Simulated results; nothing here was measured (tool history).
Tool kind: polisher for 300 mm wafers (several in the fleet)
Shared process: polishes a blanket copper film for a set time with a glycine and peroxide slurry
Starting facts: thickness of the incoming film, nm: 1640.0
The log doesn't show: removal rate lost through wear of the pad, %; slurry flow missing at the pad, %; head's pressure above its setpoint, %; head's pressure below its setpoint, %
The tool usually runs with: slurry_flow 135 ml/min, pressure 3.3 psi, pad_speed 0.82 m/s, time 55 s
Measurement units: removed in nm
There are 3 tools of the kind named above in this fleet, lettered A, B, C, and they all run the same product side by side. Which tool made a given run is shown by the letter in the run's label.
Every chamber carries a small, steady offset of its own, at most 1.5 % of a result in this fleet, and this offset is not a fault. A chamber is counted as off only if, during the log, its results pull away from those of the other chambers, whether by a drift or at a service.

run     day  slurry_flow  pressure  pad_speed  time  wafers polished on this pad  hours since the slurry nozzle was cleaned  hours since the head pressure was calibrated  removed
 1C   0.183          135       3.3       0.82    55                          453                                      698.5                                         231.8   241.29
      0.338  -- chamber A: worn pad replaced by a new one
 2A   0.504          135       3.3       0.82    55                           35                                      288.9                                         978.6    242.7
 3B   0.767          135       3.3       0.82    55                          339                                      302.1                                         450.5   238.02
      0.879  -- chamber C: worn pad replaced by a new one
 4B   0.971          135       3.3       0.82    55                          382                                        307                                         455.4   238.99
      1.188  -- chamber C: slurry nozzle cleaned
      1.321  -- chamber A: head pressure recalibrated
 5A   1.329          135       3.3       0.82    55                          211                                      308.7                                           0.2   242.42
 6C   1.621          135       3.3       0.82    55                          158                                       10.4                                         266.3   244.29
 7C   1.808          135       3.3       0.82    55                          198                                       14.9                                         270.8   239.82
 8B   2.133          135       3.3       0.82    55                          630                                      334.9                                         483.3   241.03
      2.358  -- chamber B: head pressure recalibrated
 9A   2.512          135       3.3       0.82    55                          463                                      337.1                                          28.6   245.12
10A   2.804          135       3.3       0.82    55                          525                                      344.1                                          35.6    248.4
      2.954  -- chamber A: worn pad replaced by a new one
11B   3.075          135       3.3       0.82    55                          830                                      357.5                                          17.2   239.41
12C   3.346          135       3.3       0.82    55                          525                                       51.8                                         307.7   242.81
      3.654  -- chamber B: worn pad replaced by a new one
13C   3.675          135       3.3       0.82    55                          595                                       59.7                                         315.6   242.39
14A   4.058          135       3.3       0.82    55                          235                                      374.2                                          65.7   243.09
      4.275  -- chamber B: slurry nozzle cleaned
      4.408  -- chamber C: worn pad replaced by a new one
15B   4.467          135       3.3       0.82    55                          173                                        4.7                                          50.6   233.75
16B   4.804          135       3.3       0.82    55                          245                                       12.8                                          58.7   240.93
17C   5.067          135       3.3        0.6    72                          140                                       93.1                                           349   242.36
18A   5.283          135       3.3        0.6    72                          495                                      403.6                                          95.1   247.05
      5.488  -- chamber A: worn pad replaced by a new one
19B   5.638          135       3.3        0.6    72                          423                                       32.8                                          78.7   243.32
20C   5.946          135       3.3       0.82    55                          327                                      114.2                                         370.1    236.2
21A   6.267          135       3.3       0.82    55                          166                                      427.2                                         118.7   243.27
22C   6.662          135       3.3       0.82    55                          480                                      131.4                                         387.3   234.45
23A   6.858          135       3.3       0.82    55                          292                                      441.4                                         132.9   241.63
24B   7.154          135       3.3       0.82    55                          745                                       69.2                                         115.1    241.2
25C   7.458          135       3.3       0.82    55                          649                                      150.5                                         406.4   227.68
        7.8  -- chamber A: worn pad replaced by a new one
      7.817  -- chamber B: worn pad replaced by a new one
       7.85  -- chamber C: worn pad replaced by a new one
26A   7.858          135       3.3       0.82    55                           12                                      465.4                                         156.9   244.84
27B   8.033          135       3.3       0.82    55                           46                                       90.3                                         136.2   238.95
28A   8.329          135       3.3       0.82    55                          112                                      476.7                                         168.2   245.24
29B   8.662          135       3.3       0.82    55                          180                                      105.4                                         151.3   236.68
30C   8.971          135       3.3       0.82    55                          238                                      186.8                                         442.7   229.64
31B   9.379          135       3.3       0.82    55                          332                                      122.6                                         168.5   241.22
32A   9.646          135       3.3       0.82    55                          393                                      508.3                                         199.8   243.75
      9.796  -- chamber A: slurry nozzle cleaned
33C   9.979          135       3.3       0.82    55                          453                                        211                                         466.9   224.31
     10.275  -- chamber A: worn pad replaced by a new one
34B  10.333          135       3.3       0.82    55                          535                                      145.5                                         191.4   235.35
35C  10.575          135       2.7       0.82    55                          580                                      225.3                                         481.2   190.22
     10.729  -- chamber C: worn pad replaced by a new one
36A  10.883          135       2.7       0.82    55                          129                                       26.1                                         229.5   208.45
37A  11.275          135       2.7       0.82    55                          213                                       35.5                                         238.9    209.5
38B  11.567          135       4.3       0.82    46                          798                                      175.1                                           221   251.66
     11.833  -- chamber B: worn pad replaced by a new one
39C  11.933          135       4.3       0.82    46                          256                                      257.9                                         513.8    230.9
40C  12.254          135       4.3       0.82    46                          324                                      265.6                                         521.5   231.27
41B   12.55          135       3.3       0.82    55                          152                                      198.7                                         244.6   239.39

Next, all 3 chambers run the settings below, one line each with question marks for the results. What does each chamber give?
42A  12.842          135       3.3       0.82    55                                                                                                                              ?
42B  12.842          135       3.3       0.82    55                                                                                                                              ?
42C  12.842          135       3.3       0.82    55                                                                                                                              ?

run  removed
42A   241.37
42B   239.05
42C   219.56
